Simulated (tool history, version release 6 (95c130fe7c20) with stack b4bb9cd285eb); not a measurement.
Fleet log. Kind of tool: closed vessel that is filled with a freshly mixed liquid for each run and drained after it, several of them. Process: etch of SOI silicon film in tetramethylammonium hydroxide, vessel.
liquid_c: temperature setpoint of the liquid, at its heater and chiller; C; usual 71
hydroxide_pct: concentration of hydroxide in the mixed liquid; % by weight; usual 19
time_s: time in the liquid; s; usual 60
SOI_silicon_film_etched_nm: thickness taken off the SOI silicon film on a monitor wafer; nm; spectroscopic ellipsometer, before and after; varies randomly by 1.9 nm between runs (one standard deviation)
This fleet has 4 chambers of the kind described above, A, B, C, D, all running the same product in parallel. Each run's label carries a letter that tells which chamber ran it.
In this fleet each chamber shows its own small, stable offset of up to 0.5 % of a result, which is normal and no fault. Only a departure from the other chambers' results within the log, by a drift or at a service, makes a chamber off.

| run | day | liquid_c | hydroxide_pct | time_s | hours since the thermometer was replaced | hours since the hydroxide flow meter was replaced | read-back film thickness of the SOI silicon film reference wafer, read on the same gauge (nm) | SOI_silicon_film_etched_nm |
|---|---|---|---|---|---|---|---|---|
| 1D | 0.533 | 71 | 19 | 60 | 1602.3 | 1920.7 | 100.02 | 346.38 |
| 2A | 0.958 | 71 | 19 | 60 | 540.5 | 921.6 | 99.983 | 342.61 |
| 3B | 1.354 | 71 | 19 | 60 | 2054.6 | 1454.7 | 99.982 | 348.7 |
| 4C | 1.788 | 71 | 19 | 60 | 353.3 | 839.8 | 100.01 | 346.53 |
| 5A | 2.158 | 71 | 19 | 60 | 569.3 | 950.4 | 100 | 344.8 |
| 6D | 2.429 | 71 | 19 | 60 | 1647.8 | 1966.2 | 99.989 | 346.76 |
| 7B | 2.762 | 71 | 19 | 60 | 2088.4 | 1488.5 | 100.01 | 347.56 |
| 8C | 3.146 | 71 | 19 | 60 | 385.9 | 872.4 | 100 | 344.18 |
| 9B | 3.642 | 71 | 19 | 60 | 2109.5 | 1509.6 | 99.996 | 348.91 |
| 10C | 4.054 | 71 | 19 | 60 | 407.7 | 894.2 | 100.02 | 346.67 |
| 11D | 4.496 | 71 | 19 | 60 | 1697.4 | 2015.8 | 99.997 | 345.43 |
| 12A | 4.896 | 71 | 19 | 60 | 635 | 1016.1 | 99.976 | 344.26 |
| 13C | 5.304 | 71 | 19 | 60 | 437.7 | 924.2 | 99.995 | 344.52 |
| 14B | 5.742 | 71 | 19 | 60 | 2159.9 | 1560 | 99.993 | 345.49 |
| 15D | 6.046 | 71 | 19 | 60 | 1734.6 | 2053 | 100.02 | 343.84 |
|  | 6.175 | chamber D: hydroxide flow meter replaced |
| 16A | 6.317 | 71 | 19 | 60 | 669.1 | 1050.2 | 99.967 | 345.27 |
| 17D | 6.692 | 71 | 23 | 35 | 1750.1 | 12.4 | 100.01 | 177.96 |
| 18A | 7.212 | 71 | 23 | 35 | 690.6 | 1071.7 | 100.01 | 176.24 |
| 19B | 7.65 | 71 | 23 | 35 | 2205.7 | 1605.8 | 100.02 | 181.64 |
| 20C | 8.021 | 71 | 23 | 35 | 502.9 | 989.4 | 99.967 | 176.63 |
| 21C | 8.504 | 75 | 19 | 80 | 514.5 | 1001 | 100.01 | 574.66 |
|  | 8.858 | chamber C: hydroxide flow meter replaced |
| 22D | 8.971 | 75 | 19 | 80 | 1804.8 | 67.1 | 100.01 | 580.39 |
| 23A | 9.392 | 75 | 19 | 80 | 742.9 | 1124 | 100 | 574.55 |
| 24B | 9.746 | 75 | 19 | 80 | 2256 | 1656.1 | 100.04 | 578.09 |
| 25A | 10.067 | 71 | 19 | 60 | 759.1 | 1140.2 | 100 | 341.94 |
| 26D | 10.55 | 71 | 19 | 60 | 1842.7 | 105 | 100.02 | 342.82 |
| 27B | 10.817 | 73.5 | 19 | 60 | 2281.7 | 1681.8 | 99.975 | 402.09 |
| 28C | 11.112 | 73.5 | 19 | 60 | 577.1 | 54.2 | 100.02 | 396.68 |
|  | 11.229 | chamber B: thermometer replaced |
| 29D | 11.617 | 73.5 | 19 | 60 | 1868.3 | 130.6 | 99.992 | 396.18 |
| 30C | 12.046 | 73.5 | 19 | 60 | 599.5 | 76.6 | 100.02 | 391.77 |
| 31A | 12.362 | 71 | 19 | 60 | 814.2 | 1195.3 | 99.997 | 341.5 |
| 32B | 12.721 | 71 | 19 | 60 | 35.8 | 1727.5 | 100.02 | 345.94 |
| 33A | 13.254 | 71 | 19 | 60 | 835.6 | 1216.7 | 100 | 342.62 |
| 34D | 13.733 | 71 | 19 | 60 | 1919.1 | 181.4 | 99.98 | 342.95 |
|  | 13.817 | chamber A: thermometer replaced |
| 35C | 14.108 | 71 | 19 | 60 | 649 | 126.1 | 100 | 336 |
| 36B | 14.483 | 71 | 19 | 60 | 78.1 | 1769.8 | 100.01 | 348.11 |
| 37A | 14.883 | 65 | 19 | 80 | 25.6 | 1255.8 | 99.973 | 324.02 |
| 38B | 15.192 | 65 | 19 | 80 | 95.1 | 1786.8 | 100.01 | 322.68 |
| 39D | 15.629 | 65 | 19 | 80 | 1964.6 | 226.9 | 99.987 | 321.14 |
| 40C | 16.146 | 65 | 19 | 80 | 697.9 | 175 | 100.01 | 311.26 |
| 41D | 16.542 | 71 | 19 | 60 | 1986.5 | 248.8 | 100 | 347.58 |
| 42B | 16.875 | 71 | 19 | 60 | 135.5 | 1827.2 | 100 | 347.85 |
| 43A | 17.188 | 71 | 19 | 60 | 80.9 | 1311.1 | 99.976 | 342.7 |

Is one chamber off against the others, does the gauge drift, or is nothing wrong? If a chamber is off, say which, and what the likeliest cause is.

It is chamber C that slowly wanders off from its peers.
Most likely cause: liquid colder than its thermometer reads (K) = 0.541.

Chamber C could run next with any of the 4 candidate recipes listed below; each alters the usual settings, and their results appear as question marks. Which one brings its results back in line with what the other chambers deliver on the usual settings?
In-line tolerance around the mean of the other chambers on the usual settings: SOI_silicon_film_etched_nm 6.5 nm
| 44C-1 | 17.575 | 71 | 21.5 | 60 |  |  |  | ? |
| 44C-2 | 17.575 | 72 | 19 | 60 |  |  |  | ? |
| 44C-3 | 17.575 | 71.5 | 19 | 60 |  |  |  | ? |
| 44C-4 | 17.575 | 70.5 | 19 | 60 |  |  |  | ? |

The other chambers' mean on the usual settings: SOI_silicon_film_etched_nm 345.16 nm
| run | SOI_silicon_film_etched_nm |
|---|---|
| 44C-1 | 315.39 |
| 44C-2 | 355.03 |
| 44C-3 | 344.83 |
| 44C-4 | 324.84 |
The right change is 44C-3: it brings the chamber back within the allowed miss of the others.
